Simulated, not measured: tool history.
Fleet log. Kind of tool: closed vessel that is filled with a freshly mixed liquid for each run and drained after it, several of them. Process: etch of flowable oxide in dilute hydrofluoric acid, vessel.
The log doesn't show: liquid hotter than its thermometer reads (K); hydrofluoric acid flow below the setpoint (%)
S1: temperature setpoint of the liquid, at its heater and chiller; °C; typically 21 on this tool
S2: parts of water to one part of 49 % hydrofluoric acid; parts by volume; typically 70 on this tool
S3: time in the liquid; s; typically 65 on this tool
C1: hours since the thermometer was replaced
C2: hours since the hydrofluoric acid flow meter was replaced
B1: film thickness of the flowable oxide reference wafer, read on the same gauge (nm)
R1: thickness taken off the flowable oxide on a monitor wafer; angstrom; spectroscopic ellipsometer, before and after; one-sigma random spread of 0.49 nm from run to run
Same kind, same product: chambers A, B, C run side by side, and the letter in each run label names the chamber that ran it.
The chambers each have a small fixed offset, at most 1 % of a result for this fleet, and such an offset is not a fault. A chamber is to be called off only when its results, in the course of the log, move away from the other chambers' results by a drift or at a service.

run,hour,S1,S2,S3,C1,C2,B1,R1
1C,2.9,21,70,65,181.4,311.7,139.98,580.65
2B,6.3,21,70,65,1103.4,360.4,139.95,587.48
3A,8.4,21,70,65,298.9,266.9,140.02,579.8
4A,10.8,21,70,65,301.3,269.3,140.02,592.62
5B,14.7,23.5,45,65,1111.8,368.8,140.02,1039.2
6C,19,23.5,45,65,197.5,327.8,139.97,1046.6
7B,23.7,23.5,45,65,1120.8,377.8,139.96,1036.8
8C,27.6,21,70,65,206.1,336.4,140.04,582.38
9A,32.1,21,70,65,322.6,290.6,140.01,594.13
10A,34.7,21,70,65,325.2,293.2,140.01,587.46
11B,39.4,21,70,65,1136.5,393.5,139.99,602.61
12C,41.7,21,70,65,220.2,350.5,139.98,579.95
13A,45,21,50,65,335.5,303.5,140.01,834.06
14C,48.9,21,50,65,227.4,357.7,140.03,842.73
15B,52.9,21,50,65,1150,407,139.99,866.05
16B,57.3,21,70,65,1154.4,411.4,139.99,603.76
17A,59.8,21,70,65,350.3,318.3,139.97,583.97
18C,62.1,21,85,90,240.6,370.9,139.99,655.54
19A,66.7,21,85,90,357.2,325.2,140,654.55
20B,70,21,85,90,1167.1,424.1,140.02,690
21C,72.9,21,70,65,251.4,381.7,139.99,577.99
22C,76.4,21,70,65,254.9,385.2,140,588.26
23A,79.3,21,70,65,369.8,337.8,140.03,587.07
24B,81.5,21,70,65,1178.6,435.6,140.04,618.78
25B,85.8,21,70,65,1182.9,439.9,139.97,622.27
26A,88.7,21,70,65,379.2,347.2,140.02,589.43
27C,92.8,21,70,65,271.3,401.6,140,586.19
28C,96.1,21,70,65,274.6,404.9,139.99,586.77
29B,100.4,21,70,65,1197.5,454.5,139.99,628.52
30A,102.7,21,70,65,393.2,361.2,140.07,590.57
31B,105.9,18,70,65,1203,460,140,562.02

Does one chamber stand apart from the rest, does the shared gauge drift, or is all well apart from small per-chamber offsets? Give the chamber and the most likely cause, where there is one.

It is chamber B that slowly wanders off from its peers.
What lies behind it: liquid hotter than its thermometer reads (K) = 2.13.
It could be hard to tell apart here from: hydrofluoric acid flow above the setpoint (%).

Chamber B could run next with any of the 4 candidate recipes listed below; each alters the usual settings, and their results appear as question marks. Which one brings its results back in line with what the other chambers deliver on the usual settings?
Counts as in line when no further than this from what the other chambers average on the usual settings: R1 17 angstrom
32B-1,109.3,24.5,70,65,,,,?
32B-2,109.3,17.5,70,65,,,,?
32B-3,109.3,21,70,70,,,,?
32B-4,109.3,19,70,65,,,,?

On the usual settings, the other chambers give on average: R1 586.96 angstrom
run,R1
32B-1,732.85
32B-2,549.83
32B-3,685.06
32B-4,585.63
The right change is 32B-4: it brings the chamber back within the allowed miss of the others.

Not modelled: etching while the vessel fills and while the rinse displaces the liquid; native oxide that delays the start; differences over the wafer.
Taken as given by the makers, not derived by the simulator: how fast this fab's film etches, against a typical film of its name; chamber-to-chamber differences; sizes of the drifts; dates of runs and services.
